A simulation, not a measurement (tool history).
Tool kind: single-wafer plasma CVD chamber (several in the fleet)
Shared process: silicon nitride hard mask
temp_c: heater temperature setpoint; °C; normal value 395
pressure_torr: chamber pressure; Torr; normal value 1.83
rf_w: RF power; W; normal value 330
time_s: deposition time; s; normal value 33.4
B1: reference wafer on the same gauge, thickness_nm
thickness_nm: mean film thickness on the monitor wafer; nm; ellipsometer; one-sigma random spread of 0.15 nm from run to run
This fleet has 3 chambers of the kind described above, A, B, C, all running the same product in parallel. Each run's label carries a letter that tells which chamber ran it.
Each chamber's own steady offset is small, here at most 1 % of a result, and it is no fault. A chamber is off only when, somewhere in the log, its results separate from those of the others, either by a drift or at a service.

{"run": "1C", "hour": 3.2, "temp_c": 395, "pressure_torr": 1.83, "rf_w": 330, "time_s": 33.4, "B1": 42.093, "thickness_nm": 43.012}
{"run": "2B", "hour": 5.4, "temp_c": 395, "pressure_torr": 1.83, "rf_w": 330, "time_s": 33.4, "B1": 42.109, "thickness_nm": 42.13}
{"run": "3A", "hour": 8.0, "temp_c": 395, "pressure_torr": 1.83, "rf_w": 330, "time_s": 33.4, "B1": 42.082, "thickness_nm": 42.834}
{"run": "4C", "hour": 11.0, "temp_c": 395, "pressure_torr": 1.83, "rf_w": 330, "time_s": 33.4, "B1": 42.112, "thickness_nm": 43.054}
{"run": "5B", "hour": 15.4, "temp_c": 395, "pressure_torr": 1.49, "rf_w": 330, "time_s": 36.9, "B1": 42.092, "thickness_nm": 44.006}
{"run": "6A", "hour": 19.0, "temp_c": 395, "pressure_torr": 1.49, "rf_w": 330, "time_s": 36.9, "B1": 42.128, "thickness_nm": 44.416}
{"run": "7C", "hour": 21.8, "temp_c": 395, "pressure_torr": 1.49, "rf_w": 330, "time_s": 36.9, "B1": 42.097, "thickness_nm": 44.311}
{"run": "8B", "hour": 23.9, "temp_c": 395, "pressure_torr": 1.83, "rf_w": 330, "time_s": 33.4, "B1": 42.13, "thickness_nm": 42.211}
{"run": "9A", "hour": 28.3, "temp_c": 395, "pressure_torr": 1.83, "rf_w": 330, "time_s": 33.4, "B1": 42.09, "thickness_nm": 42.433}
{"run": "10A", "hour": 31.3, "temp_c": 395, "pressure_torr": 1.83, "rf_w": 330, "time_s": 33.4, "B1": 42.091, "thickness_nm": 42.492}
{"run": "11B", "hour": 35.5, "temp_c": 395, "pressure_torr": 1.83, "rf_w": 330, "time_s": 33.4, "B1": 42.09, "thickness_nm": 42.435}
{"run": "12C", "hour": 39.7, "temp_c": 395, "pressure_torr": 1.83, "rf_w": 330, "time_s": 33.4, "B1": 42.106, "thickness_nm": 42.2}
{"run": "13C", "hour": 42.2, "temp_c": 395, "pressure_torr": 1.83, "rf_w": 330, "time_s": 33.4, "B1": 42.137, "thickness_nm": 41.921}
{"run": "14A", "hour": 46.5, "temp_c": 395, "pressure_torr": 1.83, "rf_w": 330, "time_s": 33.4, "B1": 42.111, "thickness_nm": 42.235}
{"run": "15B", "hour": 49.6, "temp_c": 404, "pressure_torr": 1.61, "rf_w": 330, "time_s": 33.4, "B1": 42.105, "thickness_nm": 40.871}
{"run": "16A", "hour": 53.9, "temp_c": 404, "pressure_torr": 1.61, "rf_w": 330, "time_s": 33.4, "B1": 42.131, "thickness_nm": 40.94}
{"hour": 57.6, "done": "chamber B: thermocouple changed; heater temperature recalibrated"}
{"run": "17B", "hour": 57.8, "temp_c": 404, "pressure_torr": 1.61, "rf_w": 330, "time_s": 33.4, "B1": 42.102, "thickness_nm": 40.629}
{"run": "18C", "hour": 60.7, "temp_c": 395, "pressure_torr": 1.83, "rf_w": 330, "time_s": 33.4, "B1": 42.111, "thickness_nm": 41.432}
{"run": "19B", "hour": 64.9, "temp_c": 395, "pressure_torr": 1.83, "rf_w": 330, "time_s": 33.4, "B1": 42.104, "thickness_nm": 42.603}
{"run": "20C", "hour": 67.5, "temp_c": 395, "pressure_torr": 1.83, "rf_w": 330, "time_s": 33.4, "B1": 42.095, "thickness_nm": 41.358}
{"run": "21A", "hour": 69.8, "temp_c": 395, "pressure_torr": 1.83, "rf_w": 330, "time_s": 33.4, "B1": 42.093, "thickness_nm": 42.474}
{"run": "22A", "hour": 72.7, "temp_c": 395, "pressure_torr": 1.83, "rf_w": 330, "time_s": 33.4, "B1": 42.091, "thickness_nm": 42.605}

Read the log: is a single chamber off, either drifting away or since a service, is the gauge that measures every chamber drifting, or is nothing wrong beyond small per-chamber offsets? Name any odd chamber and what most likely caused it.

Little by little, chamber C moves away from the other chambers.
Most likely cause: delivered RF power below the setpoint (%) = 6.35.

Which of the 4 candidates below, each the usual settings with something changed and its results left as question marks, puts chamber C back in line with what the other chambers give on the usual settings?
In line here means within this much of the mean the other chambers give on the usual settings: thickness_nm 0.53 nm
{"run": "23C-1", "hour": 75.9, "temp_c": 395, "pressure_torr": 1.86, "rf_w": 340, "time_s": 34.5, "thickness_nm": "?"}
{"run": "23C-2", "hour": 75.9, "temp_c": 395, "pressure_torr": 1.85, "rf_w": 335, "time_s": 34.1, "thickness_nm": "?"}
{"run": "23C-3", "hour": 75.9, "temp_c": 395, "pressure_torr": 1.8, "rf_w": 320, "time_s": 32.3, "thickness_nm": "?"}
{"run": "23C-4", "hour": 75.9, "temp_c": 395, "pressure_torr": 1.81, "rf_w": 325, "time_s": 32.7, "thickness_nm": "?"}

Mean of the other chambers on the usual settings: thickness_nm 42.451 nm
run=23C-1 thickness_nm=43.527
run=23C-2 thickness_nm=42.541
run=23C-3 thickness_nm=38.799
run=23C-4 thickness_nm=39.745
It is 23C-2 that realigns the chamber with its peers.
